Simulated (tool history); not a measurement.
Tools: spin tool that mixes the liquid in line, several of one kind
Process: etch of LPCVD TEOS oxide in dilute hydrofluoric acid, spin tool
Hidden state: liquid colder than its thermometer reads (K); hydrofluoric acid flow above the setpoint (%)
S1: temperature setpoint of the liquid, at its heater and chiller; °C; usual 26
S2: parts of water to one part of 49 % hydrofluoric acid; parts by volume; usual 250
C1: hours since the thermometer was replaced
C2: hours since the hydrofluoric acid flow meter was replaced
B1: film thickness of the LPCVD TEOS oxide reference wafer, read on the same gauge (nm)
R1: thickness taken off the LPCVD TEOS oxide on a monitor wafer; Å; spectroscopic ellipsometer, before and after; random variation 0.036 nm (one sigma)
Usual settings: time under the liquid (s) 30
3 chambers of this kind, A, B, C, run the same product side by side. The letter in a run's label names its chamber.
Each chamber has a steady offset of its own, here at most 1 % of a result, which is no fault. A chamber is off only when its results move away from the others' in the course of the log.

Run 1B, hour 5.1: usual settings; C1 638; C2 722.2; B1 110. Result: R1 52.699 Å.
Run 2C, hour 9.7: usual settings; C1 460.6; C2 73; B1 109.98. Result: R1 53.446 Å.
Run 3A, hour 12.7: usual settings; C1 491.3; C2 320.8; B1 110. Result: R1 53.499 Å.
Run 4C, hour 17.3: usual settings; C1 468.2; C2 80.6; B1 110.02. Result: R1 53.087 Å.
Run 5B, hour 21.1: usual settings; C1 654; C2 738.2; B1 109.99. Result: R1 52.659 Å.
Run 6A, hour 25.8: usual settings; C1 504.4; C2 333.9; B1 109.98. Result: R1 52.812 Å.
Run 7B, hour 29.6: usual settings; C1 662.5; C2 746.7; B1 110.01. Result: R1 52.055 Å.
Run 8C, hour 33.4: usual settings; C1 484.3; C2 96.7; B1 110.04. Result: R1 52.316 Å.
Run 9A, hour 38.9: usual settings; C1 517.5; C2 347; B1 109.99. Result: R1 52.542 Å.
Run 10B, hour 43.1: usual settings; C1 676; C2 760.2; B1 110. Result: R1 52.996 Å.
Run 11C, hour 46.8: usual settings; C1 497.7; C2 110.1; B1 110.03. Result: R1 53.854 Å.
Run 12A, hour 50.6: usual settings; C1 529.2; C2 358.7; B1 110. Result: R1 53.765 Å.
Run 13C, hour 54.5: usual settings; C1 505.4; C2 117.8; B1 110. Result: R1 53.462 Å.
Run 14B, hour 57.6: usual settings; C1 690.5; C2 774.7; B1 109.98. Result: R1 51.854 Å.
Run 15A, hour 62.8: usual settings; C1 541.4; C2 370.9; B1 110.03. Result: R1 53.747 Å.
Run 16C, hour 67.4: usual settings but S2 140 parts by volume, time under the liquid (s) 15; C1 518.3; C2 130.7; B1 109.98. Result: R1 52.789 Å.
Run 17A, hour 70.3: usual settings but S2 140 parts by volume, time under the liquid (s) 15; C1 548.9; C2 378.4; B1 110.03. Result: R1 53.834 Å.
Run 18B, hour 73.2: usual settings but S2 140 parts by volume, time under the liquid (s) 15; C1 706.1; C2 790.3; B1 109.99. Result: R1 53.319 Å.
Run 19B, hour 77.5: usual settings but S1 23 °C, time under the liquid (s) 50; C1 710.4; C2 794.6; B1 110.01. Result: R1 79.264 Å.
Run 20C, hour 80.9: usual settings but S1 23 °C, time under the liquid (s) 50; C1 531.8; C2 144.2; B1 110.02. Result: R1 80.256 Å.
Run 21A, hour 84.9: usual settings but S1 23 °C, time under the liquid (s) 50; C1 563.5; C2 393; B1 109.98. Result: R1 82.517 Å.
Run 22C, hour 88.9: usual settings; C1 539.8; C2 152.2; B1 110.03. Result: R1 52.792 Å.
Run 23B, hour 93: usual settings; C1 725.9; C2 810.1; B1 110.01. Result: R1 52.253 Å.
Run 24A, hour 95.8: usual settings; C1 574.4; C2 403.9; B1 110. Result: R1 54.557 Å.
Run 25B, hour 99.1: usual settings but S2 315 parts by volume; C1 732; C2 816.2; B1 110.03. Result: R1 38.826 Å.
Run 26C, hour 104: usual settings but S2 315 parts by volume; C1 554.9; C2 167.3; B1 109.99. Result: R1 39.503 Å.
Run 27A, hour 109.2: usual settings but S2 315 parts by volume; C1 587.8; C2 417.3; B1 110.04. Result: R1 41.396 Å.
Run 28C, hour 113.3: usual settings; C1 564.2; C2 176.6; B1 109.97. Result: R1 53.699 Å.
Run 29A, hour 117.8: usual settings; C1 596.4; C2 425.9; B1 109.99. Result: R1 55.651 Å.
Run 30B, hour 120.5: usual settings; C1 753.4; C2 837.6; B1 110.01. Result: R1 51.967 Å.
Run 31C, hour 125.7: usual settings; C1 576.6; C2 189; B1 110.01. Result: R1 53.391 Å.
Run 32A, hour 129.1: usual settings but S1 23.5 °C, S2 330 parts by volume; C1 607.7; C2 437.2; B1 110.02. Result: R1 36.229 Å.
Run 33B, hour 133: usual settings but S1 23.5 °C, S2 330 parts by volume; C1 765.9; C2 850.1; B1 110. Result: R1 33.515 Å.
Run 34C, hour 137.3: usual settings but S1 23.5 °C, S2 330 parts by volume; C1 588.2; C2 200.6; B1 110.01. Result: R1 34.307 Å.
Run 35B, hour 141.4: usual settings; C1 774.3; C2 858.5; B1 109.95. Result: R1 52.045 Å.

Next, every chamber runs the same settings. What will each give?
Run 36A, hour 145.4: usual settings. Result: R1 ?.
Run 36B, hour 145.4: usual settings. Result: R1 ?.
Run 36C, hour 145.4: usual settings. Result: R1 ?.

run      R1
36A  56.942
36B  52.029
36C  53.044
